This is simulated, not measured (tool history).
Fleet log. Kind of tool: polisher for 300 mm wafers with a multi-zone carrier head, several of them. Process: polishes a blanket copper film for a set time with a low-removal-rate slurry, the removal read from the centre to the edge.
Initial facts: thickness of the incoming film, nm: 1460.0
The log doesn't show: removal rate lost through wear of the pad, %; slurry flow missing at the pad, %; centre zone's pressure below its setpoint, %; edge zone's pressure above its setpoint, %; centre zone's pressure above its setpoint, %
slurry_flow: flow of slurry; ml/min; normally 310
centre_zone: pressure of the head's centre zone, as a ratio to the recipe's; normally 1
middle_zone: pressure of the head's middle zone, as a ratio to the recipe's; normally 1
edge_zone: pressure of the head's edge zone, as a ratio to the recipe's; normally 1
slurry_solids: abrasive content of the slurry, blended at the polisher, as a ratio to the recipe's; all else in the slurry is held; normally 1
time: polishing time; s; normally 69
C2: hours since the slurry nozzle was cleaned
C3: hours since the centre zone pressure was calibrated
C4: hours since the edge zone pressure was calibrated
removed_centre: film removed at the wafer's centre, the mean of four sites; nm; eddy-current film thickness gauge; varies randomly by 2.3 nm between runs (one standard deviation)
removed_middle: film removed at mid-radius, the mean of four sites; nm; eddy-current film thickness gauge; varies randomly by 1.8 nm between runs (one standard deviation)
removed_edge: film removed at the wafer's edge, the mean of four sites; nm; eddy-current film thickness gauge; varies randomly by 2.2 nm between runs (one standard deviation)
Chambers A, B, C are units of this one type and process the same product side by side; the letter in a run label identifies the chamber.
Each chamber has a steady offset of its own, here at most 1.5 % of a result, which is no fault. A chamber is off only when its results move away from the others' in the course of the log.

{"run": "1C", "hour": 2.9, "slurry_flow": 310, "centre_zone": 1, "middle_zone": 1, "edge_zone": 1, "slurry_solids": 1, "time": 69, "wafers polished on this pad": 60, "C2": 532.8, "C3": 233.8, "C4": 94.2, "removed_centre": 196.08, "removed_middle": 194.05, "removed_edge": 188.35}
{"run": "2A", "hour": 6.0, "slurry_flow": 310, "centre_zone": 1, "middle_zone": 1, "edge_zone": 1, "slurry_solids": 1, "time": 69, "wafers polished on this pad": 158, "C2": 487.4, "C3": 218.9, "C4": 1156.7, "removed_centre": 191.17, "removed_middle": 192.46, "removed_edge": 189.52}
{"run": "3B", "hour": 9.6, "slurry_flow": 310, "centre_zone": 1, "middle_zone": 1, "edge_zone": 1, "slurry_solids": 1, "time": 69, "wafers polished on this pad": 189, "C2": 486.7, "C3": 823.7, "C4": 698.3, "removed_centre": 189.3, "removed_middle": 190.96, "removed_edge": 188.35}
{"hour": 14.9, "done": "chamber A: edge zone pressure recalibrated"}
{"run": "4B", "hour": 15.1, "slurry_flow": 310, "centre_zone": 1, "middle_zone": 1, "edge_zone": 1, "slurry_solids": 1, "time": 69, "wafers polished on this pad": 237, "C2": 492.2, "C3": 829.2, "C4": 703.8, "removed_centre": 188.71, "removed_middle": 191.59, "removed_edge": 191.62}
{"run": "5C", "hour": 20.6, "slurry_flow": 240, "centre_zone": 1, "middle_zone": 1, "edge_zone": 1, "slurry_solids": 1, "time": 69, "wafers polished on this pad": 215, "C2": 550.5, "C3": 251.5, "C4": 111.9, "removed_centre": 190.15, "removed_middle": 187.84, "removed_edge": 187.18}
{"run": "6A", "hour": 25.2, "slurry_flow": 240, "centre_zone": 1, "middle_zone": 1, "edge_zone": 1, "slurry_solids": 1, "time": 69, "wafers polished on this pad": 327, "C2": 506.6, "C3": 238.1, "C4": 10.3, "removed_centre": 184.07, "removed_middle": 184.76, "removed_edge": 182.52}
{"run": "7A", "hour": 30.4, "slurry_flow": 240, "centre_zone": 1, "middle_zone": 1, "edge_zone": 1, "slurry_solids": 1, "time": 69, "wafers polished on this pad": 372, "C2": 511.8, "C3": 243.3, "C4": 15.5, "removed_centre": 183.55, "removed_middle": 183.77, "removed_edge": 186.8}
{"run": "8B", "hour": 35.9, "slurry_flow": 310, "centre_zone": 1, "middle_zone": 1, "edge_zone": 1, "slurry_solids": 1, "time": 69, "wafers polished on this pad": 420, "C2": 513, "C3": 850, "C4": 724.6, "removed_centre": 192.74, "removed_middle": 189.73, "removed_edge": 187.48}
{"run": "9C", "hour": 40.6, "slurry_flow": 310, "centre_zone": 1, "middle_zone": 1, "edge_zone": 1, "slurry_solids": 1, "time": 69, "wafers polished on this pad": 391, "C2": 570.5, "C3": 271.5, "C4": 131.9, "removed_centre": 190.17, "removed_middle": 193.03, "removed_edge": 185.62}
{"run": "10B", "hour": 43.5, "slurry_flow": 310, "centre_zone": 1, "middle_zone": 1, "edge_zone": 1, "slurry_solids": 1, "time": 69, "wafers polished on this pad": 486, "C2": 520.6, "C3": 857.6, "C4": 732.2, "removed_centre": 190.54, "removed_middle": 189.08, "removed_edge": 193.37}
{"hour": 44.1, "done": "chamber B: worn pad replaced by a new one"}
{"run": "11A", "hour": 46.5, "slurry_flow": 355, "centre_zone": 1, "middle_zone": 1, "edge_zone": 0.96, "slurry_solids": 1, "time": 69, "wafers polished on this pad": 513, "C2": 527.9, "C3": 259.4, "C4": 31.6, "removed_centre": 188.96, "removed_middle": 194.11, "removed_edge": 183.74}
{"run": "12C", "hour": 51.2, "slurry_flow": 355, "centre_zone": 1, "middle_zone": 1, "edge_zone": 0.96, "slurry_solids": 1, "time": 69, "wafers polished on this pad": 484, "C2": 581.1, "C3": 282.1, "C4": 142.5, "removed_centre": 193.48, "removed_middle": 193.49, "removed_edge": 188.25}
{"run": "13B", "hour": 56.0, "slurry_flow": 355, "centre_zone": 1, "middle_zone": 1, "edge_zone": 0.96, "slurry_solids": 1, "time": 69, "wafers polished on this pad": 104, "C2": 533.1, "C3": 870.1, "C4": 744.7, "removed_centre": 193.09, "removed_middle": 191.78, "removed_edge": 189.85}
{"run": "14C", "hour": 58.7, "slurry_flow": 310, "centre_zone": 1, "middle_zone": 1, "edge_zone": 1, "slurry_solids": 1, "time": 69, "wafers polished on this pad": 549, "C2": 588.6, "C3": 289.6, "C4": 150, "removed_centre": 194.27, "removed_middle": 192.38, "removed_edge": 192.57}
{"run": "15A", "hour": 62.7, "slurry_flow": 310, "centre_zone": 1, "middle_zone": 1, "edge_zone": 1, "slurry_solids": 0.85, "time": 61, "wafers polished on this pad": 655, "C2": 544.1, "C3": 275.6, "C4": 47.8, "removed_centre": 161.14, "removed_middle": 163.03, "removed_edge": 164.67}
{"run": "16C", "hour": 65.2, "slurry_flow": 310, "centre_zone": 1, "middle_zone": 1, "edge_zone": 1, "slurry_solids": 0.85, "time": 61, "wafers polished on this pad": 606, "C2": 595.1, "C3": 296.1, "C4": 156.5, "removed_centre": 168.02, "removed_middle": 162.96, "removed_edge": 159.7}
{"hour": 69.3, "done": "chamber C: worn pad replaced by a new one"}
{"run": "17A", "hour": 69.8, "slurry_flow": 310, "centre_zone": 1, "middle_zone": 1, "edge_zone": 1, "slurry_solids": 0.85, "time": 61, "wafers polished on this pad": 717, "C2": 551.2, "C3": 282.7, "C4": 54.9, "removed_centre": 162.2, "removed_middle": 165.24, "removed_edge": 164.39}
{"run": "18B", "hour": 72.3, "slurry_flow": 310, "centre_zone": 1, "middle_zone": 1, "edge_zone": 1, "slurry_solids": 1, "time": 69, "wafers polished on this pad": 247, "C2": 549.4, "C3": 886.4, "C4": 761, "removed_centre": 192.04, "removed_middle": 189.17, "removed_edge": 186.94}
{"run": "19B", "hour": 76.1, "slurry_flow": 310, "centre_zone": 1, "middle_zone": 1, "edge_zone": 1, "slurry_solids": 1, "time": 69, "wafers polished on this pad": 280, "C2": 553.2, "C3": 890.2, "C4": 764.8, "removed_centre": 189.3, "removed_middle": 192.31, "removed_edge": 193.9}
{"run": "20C", "hour": 79.3, "slurry_flow": 310, "centre_zone": 1, "middle_zone": 1, "edge_zone": 1, "slurry_solids": 1, "time": 69, "wafers polished on this pad": 88, "C2": 609.2, "C3": 310.2, "C4": 170.6, "removed_centre": 193.21, "removed_middle": 193.29, "removed_edge": 191.81}

Which is it: a chamber that has drifted or been left off by a service, a gauge drift common to all chambers, or only each chamber's usual small offset? If a chamber is off, name it and its likeliest cause.

No chamber is off and the gauge is stable; the differences are just each chamber's small, constant offset.
